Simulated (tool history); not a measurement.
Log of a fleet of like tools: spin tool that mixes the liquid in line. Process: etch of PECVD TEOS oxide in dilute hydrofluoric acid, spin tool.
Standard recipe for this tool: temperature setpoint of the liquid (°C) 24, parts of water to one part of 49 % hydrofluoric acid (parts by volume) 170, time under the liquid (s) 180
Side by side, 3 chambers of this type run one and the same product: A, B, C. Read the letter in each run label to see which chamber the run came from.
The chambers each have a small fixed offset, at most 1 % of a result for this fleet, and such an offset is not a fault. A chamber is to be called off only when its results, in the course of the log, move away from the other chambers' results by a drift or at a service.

run  hour  temperature setpoint of the liquid (°C)  parts of water to one part of 49 % hydrofluoric acid (parts by volume)  time under the liquid (s)  hours since the thermometer was replaced  hours since the hydrofluoric acid flow meter was replaced  read-back film thickness of the PECVD TEOS oxide reference wafer, read on the same gauge (nm)  thickness taken off the PECVD TEOS oxide on a monitor wafer (nm)
 1C   4.8                                       24                                                                     170                        180                                     239.7                                                      531.8                                                                                         149.98                                                            9.1182
 2B    10                                       24                                                                     170                        180                                     872.2                                                        443                                                                                         149.97                                                            9.2494
 3A    13                                       24                                                                     170                        180                                    1254.6                                                      224.5                                                                                         150.01                                                            9.0823
 4C  16.4                                       24                                                                     170                        180                                     251.3                                                      543.4                                                                                         149.97                                                            9.1141
 5B  22.1                                     20.5                                                                     170                        255                                     884.3                                                      455.1                                                                                         150.01                                                            11.313
 6A  27.3                                     20.5                                                                     170                        255                                    1268.9                                                      238.8                                                                                         149.95                                                            11.156
 7B  30.9                                     20.5                                                                     170                        255                                     893.1                                                      463.9                                                                                         149.99                                                            11.308
 8C  33.8                                       24                                                                     170                        180                                     268.7                                                      560.8                                                                                         150.01                                                            9.2909
 9A  36.7                                     28.5                                                                     170                        180                                    1278.3                                                      248.2                                                                                         150.01                                                            10.716
10A  40.3                                     28.5                                                                     170                        180                                    1281.9                                                      251.8                                                                                         149.93                                                            10.551
11B  44.9                                     28.5                                                                     170                        180                                     907.1                                                      477.9                                                                                            150                                                            11.009
12C    48                                       24                                                                     170                        180                                     282.9                                                        575                                                                                         149.97                                                            9.1426
13C  51.6                                       24                                                                     170                        180                                     286.5                                                      578.6                                                                                         149.98                                                            9.1801
14B    56                                       24                                                                     170                        180                                     918.2                                                        489                                                                                         149.97                                                            9.4174
15A  60.2                                       24                                                                     170                        180                                    1301.8                                                      271.7                                                                                         150.01                                                            8.7156
16C    64                                       24                                                                     170                        180                                     298.9                                                        591                                                                                         150.02                                                            9.2078
17A  68.3                                       24                                                                     170                        180                                    1309.9                                                      279.8                                                                                         150.02                                                            8.4903
18B  73.6                                       24                                                                     115                        145                                     935.8                                                      506.6                                                                                         149.98                                                            11.829
19B  78.3                                       24                                                                     115                        145                                     940.5                                                      511.3                                                                                         150.02                                                            11.724
20A    81                                       24                                                                     115                        145                                    1322.6                                                      292.5                                                                                            150                                                            10.384

One chamber off, gauge drift, or nothing amiss beyond the chambers' own small offsets? If it is a chamber, which one, and what is the likeliest cause?

Little by little, chamber A moves away from the other chambers.
Most likely cause: hydrofluoric acid flow below the setpoint (%) = 10.

Chamber A could run next with any of the 4 candidate recipes listed below; each alters the usual settings, and their results appear as question marks. Which one brings its results back in line with what the other chambers deliver on the usual settings?
In-line tolerance around the mean of the other chambers on the usual settings: thickness taken off the PECVD TEOS oxide on a monitor wafer (nm) 0.3
21A-1  85.1                                       24                                                                     160                        190                                                                                                                                                                                                                                                                     ?
21A-2  85.1                                     23.5                                                                     185                        160                                                                                                                                                                                                                                                                     ?
21A-3  85.1                                     24.5                                                                     170                        220                                                                                                                                                                                                                                                                     ?
21A-4  85.1                                       24                                                                     190                        180                                                                                                                                                                                                                                                                     ?

What the other chambers average on the usual settings: thickness taken off the PECVD TEOS oxide on a monitor wafer (nm) 9.2292
  run  thickness taken off the PECVD TEOS oxide on a monitor wafer (nm)
21A-1                                                            9.2187
21A-2                                                            6.4008
21A-3                                                            10.119
21A-4                                                            7.1011
21A-1 brings the chamber back in line.

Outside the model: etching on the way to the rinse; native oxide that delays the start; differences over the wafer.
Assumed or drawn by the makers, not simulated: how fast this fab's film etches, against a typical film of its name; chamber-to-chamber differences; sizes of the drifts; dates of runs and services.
